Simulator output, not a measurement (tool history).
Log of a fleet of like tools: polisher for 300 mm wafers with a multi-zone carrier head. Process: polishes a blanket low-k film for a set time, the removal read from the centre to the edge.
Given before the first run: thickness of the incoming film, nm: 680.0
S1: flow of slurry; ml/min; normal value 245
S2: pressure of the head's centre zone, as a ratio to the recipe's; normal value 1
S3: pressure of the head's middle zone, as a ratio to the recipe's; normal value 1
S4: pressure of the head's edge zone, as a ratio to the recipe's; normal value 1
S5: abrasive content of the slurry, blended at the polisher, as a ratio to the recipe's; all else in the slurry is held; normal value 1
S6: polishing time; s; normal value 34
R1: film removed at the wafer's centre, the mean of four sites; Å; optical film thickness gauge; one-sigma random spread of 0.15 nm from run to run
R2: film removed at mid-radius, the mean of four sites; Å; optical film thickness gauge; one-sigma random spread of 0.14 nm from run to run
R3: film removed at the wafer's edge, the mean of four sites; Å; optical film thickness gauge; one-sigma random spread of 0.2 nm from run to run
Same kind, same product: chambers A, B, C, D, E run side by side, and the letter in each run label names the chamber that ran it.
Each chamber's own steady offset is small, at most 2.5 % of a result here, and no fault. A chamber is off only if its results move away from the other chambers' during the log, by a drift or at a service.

run   hour   S1    S2    S3    S4    S5  S6      R1      R2      R3
 1C    2.3  245     1     1     1     1  34  147.23  148.32  148.86
 2A    5.5  245     1     1     1     1  34  150.92  152.42  150.29
 3B    8.1  245     1     1     1     1  34   152.1  150.48  150.13
 4E   11.4  245     1     1     1     1  34  152.91  151.08  150.84
 5D   14.4  245     1     1     1     1  34  155.48  150.15  153.19
        17  -- chamber A: worn pad replaced by a new one
 6A   18.8  245     1     1     1     1  34   151.2   151.6   149.2
 7B     21  245     1     1     1     1  34  151.91  152.05  152.38
      21.4  -- chamber D: worn pad replaced by a new one
 8C   24.9  245     1     1     1     1  34  147.49  150.52   150.1
 9D   29.8  245     1     1     1     1  34  153.05  150.21  150.64
        30  -- chamber B: worn pad replaced by a new one
      30.9  -- chamber B: centre zone pressure recalibrated
10E   33.7  245     1     1     1     1  34  151.05  149.75  148.46
11A   36.5  245     1     1     1     1  34   151.8  152.08  148.46
      39.6  -- chamber E: worn pad replaced by a new one
12E   40.6  245     1     1     1     1  34  151.07  150.89  155.24
13D   45.1  245     1     1     1  0.75  40   155.2  155.24  155.01
        48  -- chamber C: worn pad replaced by a new one
14C   49.7  245     1     1     1  0.75  40  150.44  151.42  157.39
15B   53.9  245     1     1     1  0.75  40   153.7  156.04  152.32
16B   57.6  245     1     1     1  0.75  40  154.75  157.51  155.96
      59.8  -- chamber B: edge zone pressure recalibrated
17C   59.8  245     1     1     1  0.75  40  150.99  153.51  152.09
      60.7  -- chamber A: worn pad replaced by a new one
18D   63.6  245     1     1     1     1  34  151.73  152.39  153.95
      64.4  -- chamber B: worn pad replaced by a new one
      66.7  -- chamber A: slurry nozzle cleaned
19E   68.2  245     1     1  0.95   1.1  34   158.3  158.32  157.01
20A   72.6  245     1     1  0.95   1.1  34  156.83  157.95  152.79
21A     75  245     1     1  0.95   1.1  34  156.85  161.73  153.51
22E   77.5  245     1     1  0.95   1.1  34  156.58  158.59  153.87
23B   80.7  245     1     1  0.95   1.1  34  157.38  159.69  154.33
24C   85.5  245     1     1     1     1  34  150.08  148.67  152.53
25D   89.1  245     1     1     1     1  34  154.72  151.36  152.75
      91.2  -- chamber D: worn pad replaced by a new one
26D   91.2  245  1.11     1     1  0.75  34  149.54  129.48  135.81
27B     95  245  1.11     1     1  0.75  34  148.52  132.07  130.69
28A   97.6  245  1.11     1     1  0.75  34  149.28  131.35  129.39
      98.2  -- chamber E: worn pad replaced by a new one
29C  100.2  245  1.11     1     1  0.75  34   146.6  129.51  132.34
     101.2  -- chamber B: worn pad replaced by a new one
30E  104.6  245  1.11     1     1  0.75  34  148.44  131.64  131.96
       106  -- chamber A: worn pad replaced by a new one
31D  106.9  245     1     1     1     1  34  152.46  152.49  151.03
32E  111.8  245     1     1     1     1  34   152.2  151.39  151.44
33B  116.7  245  0.95  1.05     1     1  34  141.25  159.65  153.28
34A  119.3  245  0.95  1.05     1     1  34  141.21  157.71  151.48
35C  124.2  245  0.95  1.05     1     1  34  137.95  152.33   151.4
36B  126.5  245  0.95  1.05     1     1  34  143.22  158.19  153.83

For the next run the whole fleet of 5 chambers uses the same settings. Give each chamber's results:
37A  130.1  245   1   1   1   1  34   ?   ?   ?
37B  130.1  245   1   1   1   1  34   ?   ?   ?
37C  130.1  245   1   1   1   1  34   ?   ?   ?
37D  130.1  245   1   1   1   1  34   ?   ?   ?
37E  130.1  245   1   1   1   1  34   ?   ?   ?

run      R1      R2      R3
37A  153.27  149.56  150.73
37B  150.37  148.59     149
37C  145.96   150.6  150.16
37D  151.82  149.62  152.34
37E  152.87  150.79  153.86

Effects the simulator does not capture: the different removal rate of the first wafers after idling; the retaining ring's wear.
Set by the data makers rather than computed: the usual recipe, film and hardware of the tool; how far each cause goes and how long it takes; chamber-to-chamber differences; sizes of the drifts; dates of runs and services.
